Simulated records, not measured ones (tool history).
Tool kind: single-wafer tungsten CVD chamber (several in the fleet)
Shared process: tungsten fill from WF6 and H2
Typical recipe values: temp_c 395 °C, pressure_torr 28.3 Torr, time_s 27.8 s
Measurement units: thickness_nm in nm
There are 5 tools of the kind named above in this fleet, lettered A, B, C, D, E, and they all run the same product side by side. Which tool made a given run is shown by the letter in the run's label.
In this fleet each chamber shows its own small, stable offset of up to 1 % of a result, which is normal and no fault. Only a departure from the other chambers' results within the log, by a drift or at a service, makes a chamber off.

run	hour	temp_c	pressure_torr	time_s	read-back reference wafer on the same gauge, thickness_nm	thickness_nm
1B	4.3	395	28.3	27.8	81.006	71.005
2D	7.0	395	28.3	27.8	81.135	72.182
3E	11.8	395	28.3	27.8	81.113	70.516
4A	16.3	395	28.3	27.8	81.205	71.751
5C	21.6	395	28.3	27.8	81.156	71.331
6D	25.0	395	28.3	27.8	81.077	71.692
7C	29.7	395	28.3	27.8	81.092	71.491
8B	34.2	395	33.4	25.5	81.123	70.834
9A	38.5	395	33.4	25.5	81.107	70.788
10E	40.9	395	33.4	25.5	81.194	70.229
11B	44.7	395	33.4	25.5	81.130	70.144
# hour 45.4: chamber B: capacitance manometer re-zeroed and calibrated
12D	48.7	395	33.4	25.5	81.167	70.195
13A	53.2	395	28.3	27.8	80.943	70.843
14C	56.1	395	28.3	33.2	81.162	85.557
15E	58.7	395	28.3	33.2	81.047	84.516
16E	61.3	395	28.3	33.2	81.110	84.956
17A	63.7	395	28.3	33.2	81.127	84.081
18D	67.6	395	28.3	33.2	81.142	84.775
19C	71.3	395	28.3	27.8	81.160	70.925
20B	76.0	395	32.0	30.6	81.068	81.839
21D	80.0	395	32.0	30.6	81.110	83.549
# hour 80.7: chamber D: capacitance manometer re-zeroed and calibrated
22C	84.9	395	32.0	30.6	81.137	83.246
23E	90.2	395	32.0	30.6	81.056	82.288
24A	94.4	395	32.0	30.6	81.158	83.072
25B	96.9	395	28.3	27.8	81.075	68.420
26E	101.7	395	28.3	27.8	81.079	70.278
27B	105.8	395	28.3	27.8	81.179	68.257
28A	109.5	395	28.3	27.8	81.162	71.058
29D	114.0	395	28.3	27.8	81.188	72.077
30C	118.2	409	28.3	27.8	81.140	91.951
31E	122.8	409	28.3	27.8	81.070	91.750
32D	126.4	409	28.3	27.8	81.077	91.825
33B	131.7	409	28.3	27.8	81.052	86.955
34C	137.1	409	28.3	27.8	81.174	91.958
35A	141.1	395	32.2	27.8	81.055	75.196
36B	144.0	395	32.2	27.8	81.052	72.102
37D	147.1	395	32.2	27.8	81.190	75.680
38E	151.0	395	32.2	27.8	81.011	75.047
# hour 155.7: chamber E: thermocouple changed; heater temperature recalibrated
39C	156.4	395	32.2	27.8	81.100	75.619
40A	161.3	395	28.3	27.8	81.207	70.803
41E	166.4	395	28.3	27.8	81.052	71.185
42B	170.6	395	28.3	27.8	81.082	65.827
43D	174.3	395	28.3	27.8	81.222	71.179

What goes on in this fleet: one chamber off, a drifting gauge, or nothing beyond the chambers' own small offsets? Name the chamber and the cause, if any.

One chamber, B, drifts off from the rest bit by bit.
Most likely cause: wafer temperature below the value expected at the setpoint (K) = 4.

Chamber B could run next with any of the 4 candidate recipes listed below; each alters the usual settings, and their results appear as question marks. Which one brings its results back in line with what the other chambers deliver on the usual settings?
A result is in line if it is within this distance of the other chambers' mean on the usual settings: thickness_nm 1.400 nm
44B-1	178.2	396	28.5	28.1		?
44B-2	178.2	391	28.3	27.8		?
44B-3	178.2	398	28.3	28.5		?
44B-4	178.2	394	28.1	27.5		?

Average result of the remaining chambers running the usual settings: thickness_nm 71.248 nm
run	thickness_nm
44B-1	68.498
44B-2	61.285
44B-3	71.908
44B-4	64.075
The right change is 44B-3: it brings the chamber back within the allowed miss of the others.

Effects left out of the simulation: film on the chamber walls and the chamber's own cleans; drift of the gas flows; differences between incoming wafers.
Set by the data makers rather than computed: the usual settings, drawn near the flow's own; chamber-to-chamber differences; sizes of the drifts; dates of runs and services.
